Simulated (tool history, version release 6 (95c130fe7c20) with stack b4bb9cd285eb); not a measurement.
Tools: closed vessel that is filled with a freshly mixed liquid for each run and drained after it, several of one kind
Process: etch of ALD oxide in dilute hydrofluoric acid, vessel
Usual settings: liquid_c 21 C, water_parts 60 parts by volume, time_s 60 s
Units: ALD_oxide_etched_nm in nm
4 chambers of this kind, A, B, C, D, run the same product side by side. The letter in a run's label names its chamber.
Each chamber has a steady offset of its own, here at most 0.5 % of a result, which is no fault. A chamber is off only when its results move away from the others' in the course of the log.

| run | hour | liquid_c | water_parts | time_s | read-back film thickness of the ALD oxide reference wafer, read on the same gauge (nm) | ALD_oxide_etched_nm |
|---|---|---|---|---|---|---|
| 1C | 6.5 | 21 | 60 | 60 | 30.034 | 17.976 |
| 2D | 14.2 | 21 | 60 | 60 | 29.96 | 17.908 |
| 3A | 19.2 | 21 | 60 | 60 | 29.996 | 17.766 |
| 4B | 25.9 | 21 | 60 | 60 | 30.007 | 17.751 |
| 5C | 33 | 21 | 75 | 60 | 29.99 | 13.98 |
| 6B | 40.1 | 21 | 75 | 60 | 30.04 | 14.167 |
| 7A | 47 | 21 | 75 | 60 | 30.035 | 14.15 |
| 8D | 53.6 | 21 | 75 | 60 | 29.979 | 14.075 |
|  | 55.6 | chamber C: thermometer replaced |
| 9A | 59.4 | 21 | 60 | 60 | 29.971 | 17.651 |
| 10B | 64 | 21 | 60 | 60 | 29.995 | 17.737 |
| 11C | 67.7 | 21 | 60 | 60 | 30.007 | 17.949 |
| 12D | 71.5 | 21 | 60 | 60 | 30.015 | 17.817 |
| 13A | 76.9 | 21 | 60 | 60 | 30.005 | 17.424 |
| 14D | 81 | 21 | 60 | 60 | 30.004 | 17.897 |
| 15C | 88.1 | 21 | 60 | 60 | 29.993 | 17.968 |
| 16B | 96.2 | 21 | 60 | 60 | 29.998 | 18.15 |
|  | 101.5 | chamber B: thermometer replaced |
| 17A | 103 | 21 | 60 | 60 | 29.998 | 17.465 |
| 18D | 107.3 | 21 | 60 | 60 | 30.002 | 17.867 |
| 19C | 114.3 | 21 | 60 | 60 | 30.012 | 18.091 |
| 20B | 122.1 | 21 | 60 | 60 | 30.005 | 17.883 |
| 21C | 127.8 | 21 | 60 | 60 | 29.999 | 17.858 |
| 22D | 132.9 | 21 | 60 | 60 | 30.023 | 17.911 |
| 23A | 137 | 21 | 60 | 60 | 30.019 | 17.163 |
| 24B | 142.3 | 21 | 60 | 60 | 30.011 | 17.868 |
| 25C | 148.5 | 21 | 60 | 60 | 30.017 | 18.09 |

Is one chamber off against the others, does the gauge drift, or is nothing wrong? If a chamber is off, say which, and what the likeliest cause is.

Chamber A drifts away from the others.
Cause: liquid colder than its thermometer reads (K) = 1.21.
The log may not tell that from: hydrofluoric acid flow below the setpoint (%).

Here are 4 candidates for chamber A's next run, each the usual settings with a change, their results left as question marks. Which one brings its results back in line with what the others give on the usual settings?
In line means no further than this from the other chambers' mean on the usual settings: ALD_oxide_etched_nm 0.36 nm
| 26A-1 | 154.6 | 19.5 | 60 | 60 |  | ? |
| 26A-2 | 154.6 | 22.5 | 60 | 60 |  | ? |
| 26A-3 | 154.6 | 21.5 | 60 | 60 |  | ? |
| 26A-4 | 154.6 | 20.5 | 60 | 60 |  | ? |

The other chambers' mean on the usual settings: ALD_oxide_etched_nm 17.933 nm
| run | ALD_oxide_etched_nm |
|---|---|
| 26A-1 | 15.954 |
| 26A-2 | 18.118 |
| 26A-3 | 17.374 |
| 26A-4 | 16.656 |
26A-2 brings the chamber back in line.
